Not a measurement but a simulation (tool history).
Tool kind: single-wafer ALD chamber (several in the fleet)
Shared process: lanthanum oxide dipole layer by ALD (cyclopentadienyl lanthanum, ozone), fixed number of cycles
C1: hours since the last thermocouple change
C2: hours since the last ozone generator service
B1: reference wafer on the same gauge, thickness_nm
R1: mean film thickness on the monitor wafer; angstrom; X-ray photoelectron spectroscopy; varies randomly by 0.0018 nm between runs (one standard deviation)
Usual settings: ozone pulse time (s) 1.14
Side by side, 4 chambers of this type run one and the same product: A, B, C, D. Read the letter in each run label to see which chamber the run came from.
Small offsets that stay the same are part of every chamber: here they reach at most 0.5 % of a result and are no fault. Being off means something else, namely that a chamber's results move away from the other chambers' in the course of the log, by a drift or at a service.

{"run": "1B", "day": 0.288, "ozone pulse time (s)": 1.14, "C1": 103.3, "C2": 749.4, "B1": 0.52202, "R1": 5.2196}
{"run": "2C", "day": 0.617, "ozone pulse time (s)": 1.14, "C1": 1965.1, "C2": 807.1, "B1": 0.52212, "R1": 5.214}
{"run": "3D", "day": 1.004, "ozone pulse time (s)": 1.14, "C1": 546.8, "C2": 882.6, "B1": 0.52219, "R1": 5.2217}
{"run": "4A", "day": 1.454, "ozone pulse time (s)": 1.14, "C1": 60.6, "C2": 1035.7, "B1": 0.52239, "R1": 5.1826}
{"run": "5D", "day": 1.762, "ozone pulse time (s)": 1.14, "C1": 565, "C2": 900.8, "B1": 0.52222, "R1": 5.219}
{"run": "6C", "day": 2.067, "ozone pulse time (s)": 1.14, "C1": 1999.9, "C2": 841.9, "B1": 0.52229, "R1": 5.1787}
{"run": "7B", "day": 2.521, "ozone pulse time (s)": 1.14, "C1": 156.9, "C2": 803, "B1": 0.52211, "R1": 5.2081}
{"run": "8A", "day": 3.038, "ozone pulse time (s)": 1.14, "C1": 98.6, "C2": 1073.7, "B1": 0.52221, "R1": 5.1911}
{"run": "9B", "day": 3.396, "ozone pulse time (s)": 1.14, "C1": 177.9, "C2": 824, "B1": 0.52215, "R1": 5.2519}
{"run": "10D", "day": 3.971, "ozone pulse time (s)": 0.97, "C1": 618, "C2": 953.8, "B1": 0.52201, "R1": 4.9917}
{"run": "11C", "day": 4.262, "ozone pulse time (s)": 0.97, "C1": 2052.6, "C2": 894.6, "B1": 0.52223, "R1": 4.9738}
{"run": "12A", "day": 4.671, "ozone pulse time (s)": 0.97, "C1": 137.8, "C2": 1112.9, "B1": 0.52196, "R1": 4.9474}
{"run": "13A", "day": 5.038, "ozone pulse time (s)": 0.97, "C1": 146.6, "C2": 1121.7, "B1": 0.52181, "R1": 4.9875}
{"run": "14B", "day": 5.554, "ozone pulse time (s)": 1.14, "C1": 229.7, "C2": 875.8, "B1": 0.52251, "R1": 5.2023}
{"run": "15C", "day": 5.992, "ozone pulse time (s)": 1.14, "C1": 2094.1, "C2": 936.1, "B1": 0.52247, "R1": 5.2255}
{"run": "16D", "day": 6.433, "ozone pulse time (s)": 1.14, "C1": 677.1, "C2": 1012.9, "B1": 0.52221, "R1": 5.2124}
{"run": "17A", "day": 6.767, "ozone pulse time (s)": 1.14, "C1": 188.1, "C2": 1163.2, "B1": 0.52224, "R1": 5.1643}
{"day": 6.821, "done": "chamber A: ozone generator serviced"}
{"run": "18C", "day": 7.192, "ozone pulse time (s)": 1.14, "C1": 2122.9, "C2": 964.9, "B1": 0.52235, "R1": 5.1988}
{"run": "19D", "day": 7.504, "ozone pulse time (s)": 1.14, "C1": 702.8, "C2": 1038.6, "B1": 0.52228, "R1": 5.17}
{"run": "20B", "day": 7.825, "ozone pulse time (s)": 1.14, "C1": 284.2, "C2": 930.3, "B1": 0.5219, "R1": 5.2128}
{"run": "21A", "day": 8.196, "ozone pulse time (s)": 1.14, "C1": 222.4, "C2": 33.1, "B1": 0.52201, "R1": 5.2137}
{"run": "22B", "day": 8.721, "ozone pulse time (s)": 1.14, "C1": 305.7, "C2": 951.8, "B1": 0.5221, "R1": 5.2217}
{"run": "23D", "day": 9.208, "ozone pulse time (s)": 1.14, "C1": 743.7, "C2": 1079.5, "B1": 0.52226, "R1": 5.1733}
{"run": "24C", "day": 9.629, "ozone pulse time (s)": 1.14, "C1": 2181.4, "C2": 1023.4, "B1": 0.5216, "R1": 5.2102}
{"run": "25D", "day": 9.992, "ozone pulse time (s)": 1.14, "C1": 762.5, "C2": 1098.3, "B1": 0.52137, "R1": 5.1376}
{"run": "26A", "day": 10.525, "ozone pulse time (s)": 1.14, "C1": 278.3, "C2": 89, "B1": 0.52207, "R1": 5.199}
{"run": "27B", "day": 10.883, "ozone pulse time (s)": 1.14, "C1": 357.6, "C2": 1003.7, "B1": 0.52211, "R1": 5.2309}
{"run": "28C", "day": 11.246, "ozone pulse time (s)": 1.14, "C1": 2220.2, "C2": 1062.2, "B1": 0.52197, "R1": 5.1968}
{"run": "29A", "day": 11.592, "ozone pulse time (s)": 1.14, "C1": 303.9, "C2": 114.6, "B1": 0.52198, "R1": 5.2034}
{"run": "30D", "day": 11.938, "ozone pulse time (s)": 1.14, "C1": 809.2, "C2": 1145, "B1": 0.5214, "R1": 5.1262}
{"run": "31B", "day": 12.35, "ozone pulse time (s)": 1.14, "C1": 392.8, "C2": 1038.9, "B1": 0.52207, "R1": 5.2184}
{"run": "32C", "day": 12.9, "ozone pulse time (s)": 0.85, "C1": 2259.9, "C2": 1101.9, "B1": 0.52191, "R1": 4.7726}
{"run": "33B", "day": 13.283, "ozone pulse time (s)": 0.85, "C1": 415.2, "C2": 1061.3, "B1": 0.52186, "R1": 4.7517}
{"run": "34D", "day": 13.692, "ozone pulse time (s)": 0.85, "C1": 851.3, "C2": 1187.1, "B1": 0.52181, "R1": 4.617}
{"run": "35A", "day": 13.996, "ozone pulse time (s)": 0.85, "C1": 361.6, "C2": 172.3, "B1": 0.52194, "R1": 4.7268}
{"run": "36C", "day": 14.392, "ozone pulse time (s)": 1.14, "C1": 2295.7, "C2": 1137.7, "B1": 0.52128, "R1": 5.2457}
{"run": "37C", "day": 14.817, "ozone pulse time (s)": 1.14, "C1": 2305.9, "C2": 1147.9, "B1": 0.52181, "R1": 5.2153}
{"run": "38D", "day": 15.121, "ozone pulse time (s)": 1.14, "C1": 885.6, "C2": 1221.4, "B1": 0.52254, "R1": 5.0895}
{"run": "39B", "day": 15.658, "ozone pulse time (s)": 1.14, "C1": 472.2, "C2": 1118.3, "B1": 0.52183, "R1": 5.2116}

One chamber off, gauge drift, or nothing amiss beyond the chambers' own small offsets? If it is a chamber, which one, and what is the likeliest cause?

Little by little, chamber D moves away from the other chambers.
Cause: ozone dose below that of a generator just serviced (%) = 9.39.

Here are 4 candidates for chamber D's next run, each the usual settings with a change, their results left as question marks. Which one brings its results back in line with what the others give on the usual settings?
In-line tolerance around the mean of the other chambers on the usual settings: R1 0.064 angstrom
{"run": "40D-1", "day": 16.075, "ozone pulse time (s)": 1.16, "R1": "?"}
{"run": "40D-2", "day": 16.075, "ozone pulse time (s)": 1.24, "R1": "?"}
{"run": "40D-3", "day": 16.075, "ozone pulse time (s)": 1.12, "R1": "?"}
{"run": "40D-4", "day": 16.075, "ozone pulse time (s)": 1.04, "R1": "?"}

Mean of the other chambers on the usual settings: R1 5.2063 angstrom
run=40D-1 R1=5.0898
run=40D-2 R1=5.1855
run=40D-3 R1=5.0365
run=40D-4 R1=4.9176
The answer is 40D-2, which returns the chamber to within the allowed miss of the others.
